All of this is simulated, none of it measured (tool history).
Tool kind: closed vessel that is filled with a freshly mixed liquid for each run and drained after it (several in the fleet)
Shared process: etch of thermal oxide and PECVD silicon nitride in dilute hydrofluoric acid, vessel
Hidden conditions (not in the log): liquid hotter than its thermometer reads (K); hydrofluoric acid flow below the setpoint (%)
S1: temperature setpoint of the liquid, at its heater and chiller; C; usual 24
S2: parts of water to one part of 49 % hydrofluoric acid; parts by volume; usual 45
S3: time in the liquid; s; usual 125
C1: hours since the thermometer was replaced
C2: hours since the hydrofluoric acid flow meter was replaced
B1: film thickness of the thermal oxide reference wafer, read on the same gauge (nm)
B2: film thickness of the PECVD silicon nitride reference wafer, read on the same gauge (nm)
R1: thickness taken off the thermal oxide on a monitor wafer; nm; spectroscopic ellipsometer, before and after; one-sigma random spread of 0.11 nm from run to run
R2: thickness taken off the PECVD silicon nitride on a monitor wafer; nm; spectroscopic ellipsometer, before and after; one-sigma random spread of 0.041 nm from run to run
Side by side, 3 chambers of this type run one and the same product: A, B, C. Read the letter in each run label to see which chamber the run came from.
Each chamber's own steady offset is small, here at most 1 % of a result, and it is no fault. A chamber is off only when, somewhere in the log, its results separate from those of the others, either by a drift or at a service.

run,hour,S1,S2,S3,C1,C2,B1,B2,R1,R2
1B,6,24,45,125,906.7,445.2,129.98,80.018,13.196,6.2767
2C,13.4,24,45,125,934,482.9,130.01,80.023,13.294,6.24
3A,18.2,24,45,125,165,586.7,129.98,79.983,13.514,6.1448
4A,26.8,24,45,125,173.6,595.3,129.97,79.987,13.297,6.1217
5B,34.9,24,45,125,935.6,474.1,130.02,80.025,13.373,6.1837
6C,40.7,24,35,125,961.3,510.2,129.97,79.999,17.624,7.9987
7A,49.1,24,35,125,195.9,617.6,130,79.953,17.266,7.7928
8B,54.4,24,35,125,955.1,493.6,130.03,79.995,17.427,7.8788
9C,63.9,24,45,125,984.5,533.4,130.01,79.97,13.601,6.1818
10B,73.2,24,45,125,973.9,512.4,129.98,80.022,13.203,6.1945
11A,81.6,24,45,125,228.4,650.1,130.03,80.043,13.13,6.0663
12C,89.7,24,45,125,1010.3,559.2,129.99,80.021,13.525,6.1832
13B,97.5,24,45,125,998.2,536.7,130.02,79.979,13.073,6.2738
14A,105.3,24,45,125,252.1,673.8,130,79.982,13.108,5.9284
15C,112.3,24,45,125,1032.9,581.8,130,80.001,13.262,6.2421
16C,118.9,24,45,125,1039.5,588.4,129.99,79.995,13.409,6.2012
17B,125.5,24,45,125,1026.2,564.7,130.03,79.962,13.406,6.1968
18A,130.7,24,45,125,277.5,699.2,129.99,80.024,12.943,5.8984
19B,137,24,45,125,1037.7,576.2,130,80.006,13.255,6.2116
20A,145.3,24,45,125,292.1,713.8,130.02,79.992,12.74,5.8712
21C,150.1,27.5,55,125,1070.7,619.6,129.99,79.973,12.519,6.564
22B,154.6,27.5,55,125,1055.3,593.8,130.01,79.943,12.36,6.509
23A,164.2,27.5,55,125,311,732.7,129.99,80.018,11.774,6.0777
24C,173.2,24,45,125,1093.8,642.7,129.99,79.976,13.467,6.2667
25C,178.5,27,45,195,1099.1,648,129.98,80.041,23.605,11.949
26A,184,27,45,195,330.8,752.5,129.99,79.996,22.302,11.163
27B,191.9,27,45,195,1092.6,631.1,130,79.994,23.491,11.751

Next, all 3 chambers run the settings below, one line each with question marks for the results. What does each chamber give?
28A,199.1,24,45,180,,,,,?,?
28B,199.1,24,45,180,,,,,?,?
28C,199.1,24,45,180,,,,,?,?

run,R1,R2
28A,17.833,8.3346
28B,19.208,8.914
28C,19.172,9.0843
